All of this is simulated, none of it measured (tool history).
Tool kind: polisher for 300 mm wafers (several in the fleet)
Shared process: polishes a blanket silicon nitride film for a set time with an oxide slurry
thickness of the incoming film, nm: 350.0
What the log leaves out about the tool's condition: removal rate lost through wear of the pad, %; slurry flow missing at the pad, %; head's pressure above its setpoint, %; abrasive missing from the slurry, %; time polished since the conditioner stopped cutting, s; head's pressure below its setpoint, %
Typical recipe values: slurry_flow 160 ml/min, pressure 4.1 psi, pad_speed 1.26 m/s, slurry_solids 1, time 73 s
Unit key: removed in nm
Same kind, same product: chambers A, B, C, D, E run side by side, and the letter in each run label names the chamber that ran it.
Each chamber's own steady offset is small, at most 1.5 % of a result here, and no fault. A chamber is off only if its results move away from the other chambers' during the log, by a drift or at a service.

run	hour	slurry_flow	pressure	pad_speed	slurry_solids	time	wafers polished on this pad	hours since the slurry nozzle was cleaned	hours since the head pressure was calibrated	hours since the slurry blender was calibrated	hours since the conditioning disc was replaced	removed
1E	12.6	160	4.1	1.26	1	73	495	198.2	139.4	90	177.1	70.738
# hour 19.7: chamber E: slurry blender recalibrated
2A	23.3	160	4.1	1.26	1	73	536	120.2	536.3	27.9	197.9	70.67
3C	29.6	160	4.1	1.26	1	73	773	237.4	245.3	66.7	79.3	68.832
# hour 33.2: chamber D: worn pad replaced by a new one
# hour 36.6: chamber E: worn pad replaced by a new one
4D	39	160	4.1	1.26	1	73	36	312.5	366	151.3	69.6	70.329
# hour 44: chamber C: worn pad replaced by a new one
5B	51.3	160	4.1	1.26	1	73	536	89.4	359	204.6	289.4	69.379
# hour 52.2: chamber A: conditioning disc replaced and pad reconditioned
6B	60.5	160	4.1	1.26	1	73	593	98.6	368.2	213.8	298.6	69.762
7A	70	160	4.1	1.26	1	73	827	166.9	583	74.6	17.8	70.48
8E	79	160	4.1	1.26	1	73	264	264.6	205.8	59.3	243.5	71.173
# hour 81.4: chamber A: worn pad replaced by a new one
9C	86.1	160	4.1	1.26	1	73	263	293.9	301.8	123.2	135.8	70.846
# hour 87.5: chamber B: head pressure recalibrated
# hour 93.3: chamber D: conditioning disc replaced and pad reconditioned
10D	98.3	160	4.1	1.26	1	73	406	371.8	425.3	210.6	5	69.072
11A	106.9	160	4.1	1.26	1	73	159	203.8	619.9	111.5	54.7	71.146
12E	116.4	160	4.1	1.26	1	73	497	302	243.2	96.7	280.9	68.934
# hour 120.6: chamber E: worn pad replaced by a new one
13C	128.3	160	4.1	1.26	1	82	526	336.1	344	165.4	178	77.826
# hour 133.1: chamber E: slurry blender recalibrated
# hour 135.5: chamber B: worn pad replaced by a new one
14D	136.9	160	4.1	1.26	1	82	647	410.4	463.9	249.2	43.6	78.663
# hour 139.1: chamber C: slurry nozzle cleaned
15B	149.5	160	4.1	1.26	1	82	87	187.6	62	302.8	387.6	77.465
# hour 152.1: chamber C: slurry blender recalibrated
16C	159.9	160	4.1	1.26	1	82	723	20.8	375.6	7.9	209.6	79.028
17A	167.4	160	4.1	1.26	1	82	536	264.3	680.4	172	115.2	77.485
# hour 168.8: chamber B: conditioning disc replaced and pad reconditioned
# hour 171.8: chamber E: slurry nozzle cleaned
# hour 173.3: chamber B: slurry blender recalibrated
18D	179.1	160	4.1	1.26	1	73	910	452.6	506.1	291.4	85.8	71.33
19B	187.3	160	4.1	1.26	1	73	323	225.4	99.8	14.1	18.6	69.807
# hour 198.6: chamber A: worn pad replaced by a new one
# hour 198.8: chamber E: worn pad replaced by a new one
20E	199.7	160	4.1	1.26	1	73	6	28	326.5	66.7	364.2	69.729
# hour 204: chamber D: worn pad replaced by a new one
21C	206.6	160	4.1	1.26	1	73	1014	67.5	422.3	54.6	256.3	70.889
# hour 210.7: chamber C: worn pad replaced by a new one
22A	214.5	160	4.1	1.26	1	73	99	311.4	727.5	219.1	162.3	71.07
23B	221.4	160	4.1	1.26	1	73	536	259.5	133.9	48.2	52.7	68.912
# hour 230.5: chamber E: slurry blender recalibrated
# hour 230.7: chamber D: conditioning disc replaced and pad reconditioned
24E	234.4	160	4.1	1.26	1	73	222	62.7	361.2	4	398.9	70.703
# hour 235.7: chamber E: head pressure recalibrated
25D	246.4	160	4.1	1.26	1	73	264	519.9	573.4	358.7	15.8	71.17
# hour 253.4: chamber B: slurry nozzle cleaned
# hour 253.8: chamber A: conditioning disc replaced and pad reconditioned
26B	255.2	160	4.1	1.26	1.25	73	747	1.8	167.7	82	86.5	76.261
27C	262.4	160	4.1	1.26	1.25	73	322	123.3	478.1	110.4	312.1	75.441
28A	269.4	160	4.1	1.26	1.25	73	442	366.3	782.4	274	15.6	76.482
29D	276.9	160	4.1	1.26	1.25	73	455	550.4	603.9	389.2	46.3	78.387
30E	290.3	160	4.1	1.26	1.25	73	571	118.6	54.7	59.9	454.8	77.063

Predict what each chamber gives when all 5 of them run the settings below next.
31A	300.5	160	4.1	1.26	1	73						?
31B	300.5	160	4.1	1.26	1	73						?
31C	300.5	160	4.1	1.26	1	73						?
31D	300.5	160	4.1	1.26	1	73						?
31E	300.5	160	4.1	1.26	1	73						?

run	removed
31A	69.607
31B	68.362
31C	68.365
31D	71.057
31E	71.174
